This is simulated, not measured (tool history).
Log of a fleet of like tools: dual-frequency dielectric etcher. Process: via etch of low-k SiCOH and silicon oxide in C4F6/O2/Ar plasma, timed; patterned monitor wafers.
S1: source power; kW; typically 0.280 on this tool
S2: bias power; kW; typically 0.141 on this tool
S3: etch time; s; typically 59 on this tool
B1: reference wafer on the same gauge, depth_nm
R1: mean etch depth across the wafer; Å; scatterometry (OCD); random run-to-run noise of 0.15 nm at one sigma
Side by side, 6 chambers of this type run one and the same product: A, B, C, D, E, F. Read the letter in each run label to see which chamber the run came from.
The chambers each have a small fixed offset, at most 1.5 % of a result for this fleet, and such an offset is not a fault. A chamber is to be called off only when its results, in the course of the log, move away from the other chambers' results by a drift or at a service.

run 1E day=0.292 | S1=0.280 S2=0.141 S3=59 | B1=130.98 | R1=1242.7
run 2F day=0.583 | S1=0.280 S2=0.141 S3=59 | B1=130.98 | R1=1247.9
run 3B day=0.929 | S1=0.280 S2=0.141 S3=59 | B1=130.91 | R1=1247.3
run 4D day=1.158 | S1=0.280 S2=0.141 S3=59 | B1=130.99 | R1=1229.9
run 5A day=1.600 | S1=0.280 S2=0.141 S3=59 | B1=130.91 | R1=1238.9
run 6C day=1.879 | S1=0.280 S2=0.141 S3=59 | B1=130.86 | R1=1254.0
run 7C day=2.346 | S1=0.280 S2=0.141 S3=59 | B1=130.87 | R1=1252.7
run 8F day=2.612 | S1=0.280 S2=0.141 S3=59 | B1=130.87 | R1=1247.5
run 9B day=2.829 | S1=0.280 S2=0.141 S3=59 | B1=130.89 | R1=1244.4
-- day=2.917 chamber F: source power generator calibrated
run 10E day=3.308 | S1=0.280 S2=0.141 S3=59 | B1=130.84 | R1=1240.4
run 11A day=3.762 | S1=0.280 S2=0.141 S3=59 | B1=130.81 | R1=1240.6
-- day=3.796 chamber B: wet clean of the chamber
run 12D day=4.067 | S1=0.280 S2=0.108 S3=74 | B1=130.82 | R1=1424.2
run 13E day=4.388 | S1=0.280 S2=0.108 S3=74 | B1=130.80 | R1=1437.6
run 14A day=4.821 | S1=0.280 S2=0.108 S3=74 | B1=130.78 | R1=1433.9
run 15C day=5.217 | S1=0.280 S2=0.108 S3=74 | B1=130.79 | R1=1450.8
run 16F day=5.500 | S1=0.280 S2=0.108 S3=74 | B1=130.70 | R1=1442.7
run 17B day=5.858 | S1=0.280 S2=0.108 S3=74 | B1=130.70 | R1=1440.8
run 18D day=6.150 | S1=0.280 S2=0.141 S3=59 | B1=130.66 | R1=1227.9
run 19F day=6.583 | S1=0.280 S2=0.141 S3=59 | B1=130.68 | R1=1244.0
run 20C day=6.862 | S1=0.280 S2=0.141 S3=59 | B1=130.62 | R1=1248.1
run 21E day=7.108 | S1=0.280 S2=0.141 S3=59 | B1=130.70 | R1=1240.9
run 22B day=7.379 | S1=0.280 S2=0.141 S3=59 | B1=130.63 | R1=1241.4
run 23A day=7.733 | S1=0.280 S2=0.141 S3=59 | B1=130.63 | R1=1238.0
run 24D day=8.029 | S1=0.280 S2=0.141 S3=59 | B1=130.60 | R1=1228.2
run 25D day=8.267 | S1=0.220 S2=0.116 S3=59 | B1=130.58 | R1=1051.6
run 26F day=8.492 | S1=0.220 S2=0.116 S3=59 | B1=130.59 | R1=1070.5
run 27C day=8.888 | S1=0.220 S2=0.116 S3=59 | B1=130.56 | R1=1073.5
run 28E day=9.279 | S1=0.220 S2=0.116 S3=59 | B1=130.52 | R1=1058.8
run 29B day=9.658 | S1=0.220 S2=0.116 S3=59 | B1=130.53 | R1=1064.2
run 30A day=9.904 | S1=0.220 S2=0.116 S3=59 | B1=130.53 | R1=1064.2
run 31F day=10.158 | S1=0.280 S2=0.141 S3=59 | B1=130.50 | R1=1244.0
run 32E day=10.483 | S1=0.280 S2=0.141 S3=59 | B1=130.44 | R1=1238.2
run 33C day=10.850 | S1=0.280 S2=0.141 S3=59 | B1=130.48 | R1=1248.0
run 34A day=11.267 | S1=0.320 S2=0.141 S3=59 | B1=130.47 | R1=1299.6
-- day=11.467 chamber C: wet clean of the chamber
run 35D day=11.575 | S1=0.320 S2=0.141 S3=59 | B1=130.40 | R1=1291.4
run 36B day=11.808 | S1=0.320 S2=0.141 S3=59 | B1=130.44 | R1=1306.3
run 37C day=12.258 | S1=0.320 S2=0.141 S3=59 | B1=130.40 | R1=1314.6
run 38B day=12.517 | S1=0.320 S2=0.141 S3=59 | B1=130.39 | R1=1309.8
run 39A day=12.762 | S1=0.320 S2=0.141 S3=59 | B1=130.35 | R1=1301.2
run 40D day=12.983 | S1=0.280 S2=0.141 S3=59 | B1=130.38 | R1=1228.8

Next, every chamber runs the same settings. What will each give?
run 41A day=13.333 | S1=0.280 S2=0.174 S3=59 | R1=?
run 41B day=13.333 | S1=0.280 S2=0.174 S3=59 | R1=?
run 41C day=13.333 | S1=0.280 S2=0.174 S3=59 | R1=?
run 41D day=13.333 | S1=0.280 S2=0.174 S3=59 | R1=?
run 41E day=13.333 | S1=0.280 S2=0.174 S3=59 | R1=?
run 41F day=13.333 | S1=0.280 S2=0.174 S3=59 | R1=?

run=41A R1=1319.9
run=41B R1=1324.6
run=41C R1=1329.6
run=41D R1=1309.4
run=41E R1=1321.7
run=41F R1=1329.3
